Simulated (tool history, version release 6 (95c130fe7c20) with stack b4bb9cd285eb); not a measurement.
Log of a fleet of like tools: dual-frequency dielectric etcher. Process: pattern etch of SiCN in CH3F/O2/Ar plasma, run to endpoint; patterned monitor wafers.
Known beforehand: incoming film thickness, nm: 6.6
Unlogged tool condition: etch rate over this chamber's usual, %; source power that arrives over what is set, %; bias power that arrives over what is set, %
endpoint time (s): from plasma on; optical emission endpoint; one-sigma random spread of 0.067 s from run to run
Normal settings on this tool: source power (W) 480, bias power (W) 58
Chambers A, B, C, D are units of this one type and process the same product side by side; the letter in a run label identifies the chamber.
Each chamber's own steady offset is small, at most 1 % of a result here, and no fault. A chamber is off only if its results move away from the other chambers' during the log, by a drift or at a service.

| run | hour | source power (W) | bias power (W) | hours since the last wet clean | hours since the last source power generator calibration | hours since the last bias power generator calibration | endpoint time (s) |
|---|---|---|---|---|---|---|---|
| 1C | 14.5 | 480 | 58 | 343.2 | 2265.8 | 170.7 | 17.587 |
| 2D | 28.4 | 480 | 58 | 119.7 | 1701.3 | 1013.4 | 17.638 |
| 3B | 40.4 | 480 | 58 | 122.3 | 2745.4 | 3002.4 | 17.540 |
| 4A | 49.7 | 480 | 58 | 326.8 | 2904.5 | 2080.9 | 17.570 |
| 5A | 57.9 | 480 | 58 | 335.0 | 2912.7 | 2089.1 | 17.708 |
| 6D | 68.0 | 480 | 58 | 159.3 | 1740.9 | 1053.0 | 17.679 |
|  | 78.0 | chamber B: source power generator calibrated |
| 7C | 78.3 | 480 | 58 | 407.0 | 2329.6 | 234.5 | 17.553 |
| 8B | 86.5 | 480 | 58 | 168.4 | 8.6 | 3048.5 | 17.428 |
| 9B | 99.0 | 480 | 58 | 180.9 | 21.1 | 3061.0 | 17.469 |
| 10D | 111.9 | 480 | 58 | 203.2 | 1784.8 | 1096.9 | 17.591 |
| 11C | 122.2 | 480 | 58 | 450.9 | 2373.5 | 278.4 | 17.773 |
| 12A | 135.5 | 480 | 58 | 412.6 | 2990.3 | 2166.7 | 17.610 |
| 13A | 145.6 | 480 | 58 | 422.7 | 3000.4 | 2176.8 | 17.529 |
| 14D | 154.8 | 440 | 69 | 246.1 | 1827.7 | 1139.8 | 17.185 |
| 15C | 170.2 | 440 | 69 | 498.9 | 2421.5 | 326.4 | 17.306 |
|  | 177.2 | chamber C: source power generator calibrated |
| 16B | 181.5 | 440 | 69 | 263.4 | 103.6 | 3143.5 | 17.119 |
| 17D | 188.6 | 440 | 69 | 279.9 | 1861.5 | 1173.6 | 17.204 |
| 18C | 200.6 | 480 | 58 | 529.3 | 23.4 | 356.8 | 17.668 |
|  | 203.8 | chamber C: wet clean of the chamber |
| 19B | 210.3 | 480 | 70 | 292.2 | 132.4 | 3172.3 | 16.255 |
| 20A | 219.1 | 480 | 70 | 496.2 | 3073.9 | 2250.3 | 16.414 |
| 21A | 229.7 | 480 | 70 | 506.8 | 3084.5 | 2260.9 | 16.413 |
| 22B | 244.8 | 480 | 70 | 326.7 | 166.9 | 3206.8 | 16.455 |
| 23C | 258.8 | 480 | 58 | 55.1 | 81.6 | 415.0 | 17.551 |
| 24D | 271.3 | 480 | 58 | 362.6 | 1944.2 | 1256.3 | 17.650 |
| 25C | 285.1 | 480 | 58 | 81.4 | 107.9 | 441.3 | 17.623 |
| 26B | 298.2 | 480 | 58 | 380.1 | 220.3 | 3260.2 | 17.591 |
| 27D | 310.7 | 480 | 58 | 402.0 | 1983.6 | 1295.7 | 17.564 |
| 28A | 321.6 | 480 | 58 | 598.7 | 3176.4 | 2352.8 | 17.362 |
| 29A | 331.5 | 480 | 58 | 608.6 | 3186.3 | 2362.7 | 17.132 |
| 30B | 342.9 | 480 | 58 | 424.8 | 265.0 | 3304.9 | 17.384 |
| 31D | 352.4 | 480 | 58 | 443.7 | 2025.3 | 1337.4 | 17.582 |
| 32C | 362.2 | 520 | 54 | 158.5 | 185.0 | 518.4 | 17.628 |
| 33C | 373.4 | 520 | 54 | 169.7 | 196.2 | 529.6 | 17.626 |
|  | 385.4 | chamber D: wet clean of the chamber |
| 34B | 385.8 | 520 | 54 | 467.7 | 307.9 | 3347.8 | 17.325 |
| 35D | 398.6 | 520 | 54 | 13.3 | 2071.5 | 1383.6 | 17.486 |
| 36A | 406.4 | 480 | 58 | 683.5 | 3261.2 | 2437.6 | 17.104 |
| 37B | 420.7 | 480 | 58 | 502.6 | 342.8 | 3382.7 | 17.528 |
| 38C | 431.5 | 480 | 58 | 227.8 | 254.3 | 587.7 | 17.715 |
| 39A | 438.4 | 480 | 58 | 715.5 | 3293.2 | 2469.6 | 17.063 |

All 4 chambers run these settings next. Forecast each chamber's results:
| 40A | 449.6 | 480 | 58 |  |  |  | ? |
| 40B | 449.6 | 480 | 58 |  |  |  | ? |
| 40C | 449.6 | 480 | 58 |  |  |  | ? |
| 40D | 449.6 | 480 | 58 |  |  |  | ? |

| run | endpoint time (s) |
|---|---|
| 40A | 17.043 |
| 40B | 17.420 |
| 40C | 17.735 |
| 40D | 17.683 |

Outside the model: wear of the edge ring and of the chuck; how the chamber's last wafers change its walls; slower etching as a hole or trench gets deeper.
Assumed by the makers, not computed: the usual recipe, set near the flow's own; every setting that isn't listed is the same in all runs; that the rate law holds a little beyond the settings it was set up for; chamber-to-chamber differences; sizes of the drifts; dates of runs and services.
